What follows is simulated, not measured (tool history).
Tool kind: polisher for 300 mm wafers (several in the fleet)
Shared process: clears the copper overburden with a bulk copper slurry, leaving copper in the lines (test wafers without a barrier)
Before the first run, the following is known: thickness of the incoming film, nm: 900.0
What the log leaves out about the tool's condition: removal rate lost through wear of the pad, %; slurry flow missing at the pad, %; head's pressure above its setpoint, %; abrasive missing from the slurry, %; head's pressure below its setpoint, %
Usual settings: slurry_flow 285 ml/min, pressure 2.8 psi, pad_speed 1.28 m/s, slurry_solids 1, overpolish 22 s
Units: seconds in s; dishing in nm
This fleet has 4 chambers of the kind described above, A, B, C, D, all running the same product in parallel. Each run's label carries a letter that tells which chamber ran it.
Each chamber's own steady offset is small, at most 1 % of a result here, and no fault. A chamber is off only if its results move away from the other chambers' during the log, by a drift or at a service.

run  hour  slurry_flow  pressure  pad_speed  slurry_solids  overpolish  wafers polished on this pad  hours since the slurry nozzle was cleaned  hours since the head pressure was calibrated  hours since the slurry blender was calibrated  seconds  dishing
 1A   4.5          285       2.8       1.28              1          22                          389                                      422.9                                         459.3                                          199.7     92.5   96.693
 2C   8.3          285       2.8       1.28              1          22                          107                                      698.3                                         517.4                                          225.3   88.899   98.214
 3D  12.2          285       2.8       1.28              1          22                          780                                      154.1                                          59.5                                           51.9   90.988   97.362
 4B  15.1          285       2.8       1.28              1          22                          164                                        150                                         953.9                                          335.2    90.48   98.437
 5B  18.6          285       2.8       1.28              1          22                          188                                      153.5                                         957.4                                          338.7   91.053   97.065
 6A  21.2          285       2.8       1.28              1          22                          504                                      439.6                                           476                                          216.4   92.377   95.648
 7D  24.4          285       2.8       1.28              1          22                          865                                      166.3                                          71.7                                           64.1    90.49   95.044
 8C  28.7          285       2.8       1.28              1          22                          248                                      718.7                                         537.8                                          245.7    89.64   96.137
 9C  32.6          285       2.8       1.28              1          22                          275                                      722.6                                         541.7                                          249.6   89.537   95.234
     34.6  -- chamber A: worn pad replaced by a new one
10D  36.6          285       2.8       1.28           0.75          22                          949                                      178.5                                          83.9                                           76.3   95.267   93.413
11A  39.3          285       2.8       1.28           0.75          22                           32                                      457.7                                         494.1                                          234.5   97.392   95.036
12B  42.7          285       2.8       1.28           0.75          22                          354                                      177.6                                         981.5                                          362.8    94.99   96.307
       44  -- chamber D: worn pad replaced by a new one
13A  45.8          285       2.8       1.28           0.75          22                           77                                      464.2                                         500.6                                            241   99.283   90.596
14D  48.3          285       2.3       1.62              1          22                           29                                      190.2                                          95.6                                             88   87.663   96.774
15C  51.2          285       2.3       1.62              1          22                          403                                      741.2                                         560.3                                          268.2   85.968   93.485
16B  54.3          285       2.3       1.62              1          22                          434                                      189.2                                         993.1                                          374.4   87.164   98.105
17B  56.5          285       2.3       1.62              1          22                          449                                      191.4                                         995.3                                          376.6     87.4   96.349
     58.1  -- chamber A: slurry blender recalibrated
18C  59.2          285       2.8       1.28              1          22                          458                                      749.2                                         568.3                                          276.2   90.275   96.125
19A  63.6          285       2.8       1.28              1          22                          200                                        482                                         518.4                                            5.6   92.944   95.123
20D  68.2          235       2.8       1.28              1          31                          167                                      210.1                                         115.5                                          107.9   93.189    107.9
21C  70.7          235       2.8       1.28              1          31                          538                                      760.7                                         579.8                                          287.7   90.913   113.94
22D  73.9          235       2.8       1.28              1          31                          206                                      215.8                                         121.2                                          113.6   92.654   111.11
23A  77.8          235       2.8       1.28              1          31                          298                                      496.2                                         532.6                                           19.8   100.89   108.04
24B  80.4          285       2.8       1.28              1          22                          614                                      215.3                                        1019.2                                          400.5   90.753   96.364

The same settings go to every chamber for the next run, one line per chamber below. Forecast the results for each:
25A  83.9          285       2.8       1.28              1          17                                                                                                                                                                             ?        ?
25B  83.9          285       2.8       1.28              1          17                                                                                                                                                                             ?        ?
25C  83.9          285       2.8       1.28              1          17                                                                                                                                                                             ?        ?
25D  83.9          285       2.8       1.28              1          17                                                                                                                                                                             ?        ?

run  seconds  dishing
25A   97.075   78.437
25B   90.404   83.375
25C   90.724   83.854
25D   90.247   83.803
